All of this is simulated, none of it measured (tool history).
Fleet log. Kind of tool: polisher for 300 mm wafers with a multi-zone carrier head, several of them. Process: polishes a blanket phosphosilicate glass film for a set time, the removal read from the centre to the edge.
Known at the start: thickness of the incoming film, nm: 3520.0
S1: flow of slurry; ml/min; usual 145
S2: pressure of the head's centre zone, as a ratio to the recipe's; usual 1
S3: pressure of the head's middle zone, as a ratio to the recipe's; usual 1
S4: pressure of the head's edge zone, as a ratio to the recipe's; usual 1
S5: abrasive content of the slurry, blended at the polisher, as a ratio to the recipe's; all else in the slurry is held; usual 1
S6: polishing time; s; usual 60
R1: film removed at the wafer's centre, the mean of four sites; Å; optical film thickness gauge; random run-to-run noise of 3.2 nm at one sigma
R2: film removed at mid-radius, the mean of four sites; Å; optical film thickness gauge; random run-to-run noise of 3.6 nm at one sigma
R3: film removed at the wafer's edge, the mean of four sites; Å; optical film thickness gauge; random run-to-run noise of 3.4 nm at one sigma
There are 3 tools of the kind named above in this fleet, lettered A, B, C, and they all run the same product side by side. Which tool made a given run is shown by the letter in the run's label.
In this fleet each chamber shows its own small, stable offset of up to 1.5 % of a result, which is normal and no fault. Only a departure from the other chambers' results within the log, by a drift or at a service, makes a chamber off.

| run | hour | S1 | S2 | S3 | S4 | S5 | S6 | R1 | R2 | R3 |
|---|---|---|---|---|---|---|---|---|---|---|
| 1A | 12 | 145 | 1 | 1 | 1 | 1 | 60 | 3420.1 | 3500.1 | 3480 |
| 2B | 18.7 | 145 | 1 | 1 | 1 | 1 | 60 | 3453.1 | 3446.4 | 3448.4 |
|  | 24.3 | chamber B: edge zone pressure recalibrated |
| 3C | 30.5 | 145 | 1 | 1 | 1 | 1 | 60 | 3449.4 | 3510.8 | 3459.6 |
| 4A | 45.1 | 145 | 1 | 1 | 1 | 1 | 60 | 3442.2 | 3479.4 | 3493 |
|  | 48.5 | chamber B: worn pad replaced by a new one |
| 5B | 55.3 | 145 | 1 | 1 | 1 | 1 | 60 | 3432.5 | 3415.6 | 3456.3 |
| 6C | 69.8 | 145 | 1 | 1 | 1 | 1 | 60 | 3450.6 | 3507.7 | 3474 |
|  | 76.3 | chamber B: centre zone pressure recalibrated |
| 7A | 76.4 | 145 | 1 | 1 | 1 | 1 | 60 | 3373.5 | 3518.6 | 3422.4 |
| 8C | 85.4 | 145 | 1 | 1 | 1 | 1 | 60 | 3454 | 3471.6 | 3468 |
|  | 88.9 | chamber C: worn pad replaced by a new one |
| 9B | 99.5 | 145 | 1 | 1 | 1 | 1 | 60 | 3443.4 | 3455.9 | 3429.6 |
|  | 101.3 | chamber A: centre zone pressure recalibrated |
| 10A | 109 | 145 | 1 | 0.94 | 1 | 1.3 | 60 | 3798.6 | 3611.2 | 3836.8 |
| 11B | 122.2 | 145 | 1 | 0.94 | 1 | 1.3 | 60 | 3788.6 | 3607.3 | 3851 |
| 12C | 132.8 | 145 | 1 | 0.94 | 1 | 1.3 | 60 | 3825.2 | 3584.2 | 3918 |
|  | 138.6 | chamber B: worn pad replaced by a new one |
| 13C | 141.8 | 145 | 1 | 1 | 1 | 1 | 60 | 3512 | 3518.5 | 3486.2 |
| 14B | 148.7 | 145 | 1 | 1 | 1 | 1 | 60 | 3463 | 3380.7 | 3425.8 |
| 15A | 155.9 | 145 | 1 | 1 | 1 | 1 | 60 | 3384.2 | 3381.6 | 3334.3 |
| 16B | 171.1 | 145 | 1 | 1 | 1 | 1 | 60 | 3480.1 | 3476.6 | 3390.3 |
| 17A | 180.2 | 145 | 1 | 1 | 1.07 | 1 | 60 | 3330.3 | 3339.2 | 3493.2 |
|  | 191.5 | chamber C: worn pad replaced by a new one |
| 18C | 193.9 | 145 | 1 | 1 | 1.07 | 1 | 60 | 3465 | 3462.3 | 3590.1 |
| 19A | 207.5 | 145 | 1 | 1 | 1.07 | 1 | 60 | 3316.3 | 3322.8 | 3335 |
| 20C | 219.6 | 145 | 1 | 1 | 1 | 1 | 60 | 3458.7 | 3478.7 | 3449.4 |
| 21B | 227.5 | 145 | 1 | 1 | 1 | 1 | 60 | 3428.8 | 3388.1 | 3391.4 |
|  | 233 | chamber B: worn pad replaced by a new one |
| 22A | 241.5 | 145 | 1 | 1 | 1 | 1 | 60 | 3225.3 | 3324.4 | 3253.2 |
| 23C | 256.7 | 145 | 1 | 1 | 1 | 1 | 60 | 3446.4 | 3496.1 | 3480.9 |
| 24B | 270.6 | 145 | 1 | 1 | 1 | 1 | 60 | 3352.8 | 3426.4 | 3461.5 |
|  | 273.9 | chamber C: slurry nozzle cleaned |
| 25B | 285.5 | 145 | 1 | 1 | 1 | 1 | 60 | 3431 | 3419.4 | 3425 |
|  | 295.7 | chamber C: worn pad replaced by a new one |
| 26C | 297.2 | 145 | 1 | 1 | 1 | 1 | 60 | 3458.2 | 3505.4 | 3420.2 |
| 27A | 307.3 | 145 | 1 | 1 | 1 | 1 | 60 | 3184.6 | 3212.9 | 3195.7 |
| 28A | 318.8 | 145 | 1 | 1 | 1 | 1 | 60 | 3177.8 | 3122.2 | 3174.3 |
|  | 323.5 | chamber B: edge zone pressure recalibrated |
|  | 328.7 | chamber B: worn pad replaced by a new one |
| 29B | 333.9 | 145 | 1 | 1.05 | 1 | 1.15 | 60 | 3641.4 | 3898.3 | 3639.5 |
| 30C | 348.2 | 145 | 1 | 1.05 | 1 | 1.15 | 60 | 3656 | 3868.5 | 3589.8 |
| 31B | 355.5 | 145 | 1 | 1.05 | 1 | 1.15 | 60 | 3646.5 | 3835.1 | 3643 |
| 32A | 362.7 | 145 | 1 | 1 | 1 | 1 | 60 | 3118.1 | 3140.9 | 3134 |
| 33C | 370.3 | 130 | 1 | 1 | 1 | 1 | 60 | 3354.4 | 3419.2 | 3472.1 |
| 34C | 384 | 130 | 1 | 1 | 1 | 1 | 60 | 3357 | 3364.2 | 3353.7 |
|  | 395.1 | chamber C: worn pad replaced by a new one |
| 35B | 396.5 | 130 | 1 | 1 | 1 | 1 | 60 | 3313.3 | 3406.5 | 3306.5 |
| 36A | 409.2 | 145 | 1 | 1 | 1 | 1 | 60 | 3057.5 | 3133.9 | 3084.1 |
| 37A | 420.2 | 145 | 1 | 1 | 1 | 1 | 60 | 3050.8 | 3066.7 | 3133.6 |
| 38C | 428.1 | 145 | 1 | 1 | 1 | 1 | 60 | 3427.4 | 3439.9 | 3446 |
|  | 433.6 | chamber B: worn pad replaced by a new one |
| 39B | 440 | 145 | 1 | 1 | 1 | 1 | 60 | 3450.7 | 3499.7 | 3460.6 |
| 40B | 452.6 | 145 | 1 | 1 | 1 | 1 | 60 | 3427.3 | 3499.7 | 3493.9 |
| 41C | 462.8 | 145 | 1 | 1 | 1 | 1 | 60 | 3459.7 | 3471.8 | 3385.2 |
|  | 472.2 | chamber A: slurry nozzle cleaned |
| 42A | 474 | 115 | 1 | 1 | 1 | 1.15 | 60 | 3019.1 | 3026.4 | 3167.4 |

For the next run the whole fleet of 3 chambers uses the same settings. Give each chamber's results:
| 43A | 484.9 | 145 | 1 | 1.12 | 1 | 1 | 60 | ? | ? | ? |
| 43B | 484.9 | 145 | 1 | 1.12 | 1 | 1 | 60 | ? | ? | ? |
| 43C | 484.9 | 145 | 1 | 1.12 | 1 | 1 | 60 | ? | ? | ? |

| run | R1 | R2 | R3 |
|---|---|---|---|
| 43A | 3007.2 | 3351.4 | 3040 |
| 43B | 3497.2 | 3835.9 | 3383 |
| 43C | 3416.5 | 3882.7 | 3447.7 |

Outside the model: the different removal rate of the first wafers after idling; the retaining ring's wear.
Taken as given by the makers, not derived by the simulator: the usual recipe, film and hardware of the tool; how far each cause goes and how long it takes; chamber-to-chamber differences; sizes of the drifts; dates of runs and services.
